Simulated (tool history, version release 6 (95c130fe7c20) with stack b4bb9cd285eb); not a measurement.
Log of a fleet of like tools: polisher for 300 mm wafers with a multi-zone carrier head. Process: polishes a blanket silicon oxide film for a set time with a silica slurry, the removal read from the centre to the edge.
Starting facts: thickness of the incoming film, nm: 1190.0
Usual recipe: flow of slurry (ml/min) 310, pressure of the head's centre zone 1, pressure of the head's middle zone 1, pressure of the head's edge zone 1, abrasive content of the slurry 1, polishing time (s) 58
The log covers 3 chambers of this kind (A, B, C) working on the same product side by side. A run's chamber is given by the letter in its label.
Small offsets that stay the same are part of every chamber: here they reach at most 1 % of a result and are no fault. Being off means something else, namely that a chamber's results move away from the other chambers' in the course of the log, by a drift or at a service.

run,hour,flow of slurry (ml/min),pressure of the head's centre zone,pressure of the head's middle zone,pressure of the head's edge zone,abrasive content of the slurry,polishing time (s),film removed at the wafer's centre (angstrom),film removed at mid-radius (angstrom),film removed at the wafer's edge (angstrom)
1C,5.9,310,1,1,1,1,58,2625,2641.7,2642.4
2B,11.7,310,1,1,1,1,58,2639.8,2600.4,2646.1
# hour 16.9: chamber A: worn pad replaced by a new one
3A,17.1,310,1,1,1,1,58,2637.5,2668.5,2617.4
4B,19.8,310,1,1,1,1,58,2650.1,2685.2,2603.8
5C,24.7,310,1,1,1,1,58,2632.5,2635.5,2623.1
6A,28.7,310,1,1,1,0.9,41,1767.9,1778,1753.4
7A,31.5,310,1,1,1,0.9,41,1751.6,1755.5,1776.5
8B,34.5,310,1,1,1,0.9,41,1774.6,1774.3,1753.1
9C,39,310,1,1,1,1,58,2625.9,2600.9,2625.5
10B,42.9,310,1,1,1,1,58,2654.5,2628,2612.6
# hour 43.5: chamber B: slurry nozzle cleaned
11C,47.3,310,1,1,1.07,0.85,58,2397.5,2509.6,2464.2
12A,52.1,310,1,1,1.07,0.85,58,2422.1,2436,2548
# hour 53.1: chamber B: worn pad replaced by a new one
13B,55.2,310,1,1,1.07,0.85,58,2439.4,2418.9,2545.2
14A,59.8,310,1,1,1,1,58,2610,2597.7,2663
15C,63.5,310,1,1,1,1,58,2627.1,2629.1,2648
16B,67.3,310,1,1,1,1,58,2633.6,2613.4,2594.2
17C,71,310,1,1,1,1,58,2598.6,2634.2,2597.1
18A,74.4,310,1,1,1,1,58,2632.8,2599.3,2629.3
19A,78.5,310,1,1,1,1,58,2629.6,2644.9,2630
20C,81.7,310,1,1,1,1,58,2582.6,2669.8,2604.5
21B,87.3,310,1,1,1,1,58,2630.8,2620.2,2637.4
# hour 88.7: chamber C: worn pad replaced by a new one
# hour 89.5: chamber A: worn pad replaced by a new one
22B,92,310,0.9,1,1,1,44,1766.8,1969.5,1967.4
23A,96.1,310,0.9,1,1,1,44,1784.1,1986.4,1968.7
24C,99.1,310,0.9,1,1,1,44,1751.2,2006.7,2007.1
25A,102.8,310,1,1,1,1,58,2659.7,2635.1,2603.9
26B,108.6,310,1,1,1,1,58,2630.6,2645.2,2641.5
27C,111.2,310,1,1,1,1,58,2557.8,2590.2,2622.4
28B,115.7,310,1,1,1,1,58,2613.9,2655.5,2586.8
29C,120.7,310,1,1,1,1,58,2574.3,2630.4,2649.6
# hour 122.3: chamber A: centre zone pressure recalibrated
30A,123.5,310,1,1,1,1,58,2686.2,2621.3,2656.7
31B,126.5,310,1,1,1,1,58,2654,2597.4,2616.3
32A,129.2,310,1,1,1,1,58,2636.3,2621.7,2645.6
33C,132.5,310,1,1,1,0.85,58,2312.1,2497.9,2427.1
34B,137,310,1,1,1,0.85,58,2490.8,2439.1,2420.1
35C,140.4,310,1,1,1,0.85,58,2309.6,2444.6,2409.9
36A,145.9,310,1,1,1,1,58,2624.7,2715.7,2598.5
37B,150.7,310,1,1,1,1,58,2623.6,2662.1,2594.5
38C,156.3,310,1,1,1,1,58,2463.6,2636.4,2604
39A,160.2,310,1,1,1,1,58,2640.8,2696.1,2543.7
40A,164.6,310,1,1,1,1,58,2639.2,2562.8,2620.4
41B,168.3,310,1,1,1,1,58,2622.8,2614.3,2600.1
42C,173.2,310,1,1,1,1,58,2475.8,2639.8,2615.4
43B,176.3,310,1,1,1,1,58,2639.3,2589.7,2626.5
44C,182.2,310,1,1,1,1,58,2423.7,2647.5,2608.5

Is one chamber out of step, is the gauge drifting, or do the chambers differ by no more than their own small offsets? For an off chamber, give its letter and the likeliest cause.

Little by little, chamber C moves away from the other chambers.
What lies behind it: centre zone's pressure below its setpoint, % = 6.7.

Chamber C could run next with any of the 4 candidate recipes listed below; each alters the usual settings, and their results appear as question marks. Which one brings its results back in line with what the other chambers deliver on the usual settings?
In-line tolerance around the mean of the other chambers on the usual settings: film removed at the wafer's centre (angstrom) 70; film removed at mid-radius (angstrom) 130; film removed at the wafer's edge (angstrom) 87
45C-1,186.5,315,1.1,0.97,0.97,1,59,?,?,?
45C-2,186.5,315,1.06,0.98,0.98,1,59,?,?,?
45C-3,186.5,305,0.9,1.03,1.03,1,57,?,?,?
45C-4,186.5,305,0.94,1.02,1.02,1,57,?,?,?

Average result of the remaining chambers running the usual settings: film removed at the wafer's centre (angstrom) 2636.2; film removed at mid-radius (angstrom) 2636.1; film removed at the wafer's edge (angstrom) 2620
run,film removed at the wafer's centre (angstrom),film removed at mid-radius (angstrom),film removed at the wafer's edge (angstrom)
45C-1,2739.6,2629.2,2637.3
45C-2,2629.4,2654.5,2651.2
45C-3,2107.7,2678,2622.4
45C-4,2213.9,2653.6,2609
The answer is 45C-2, which returns the chamber to within the allowed miss of the others.
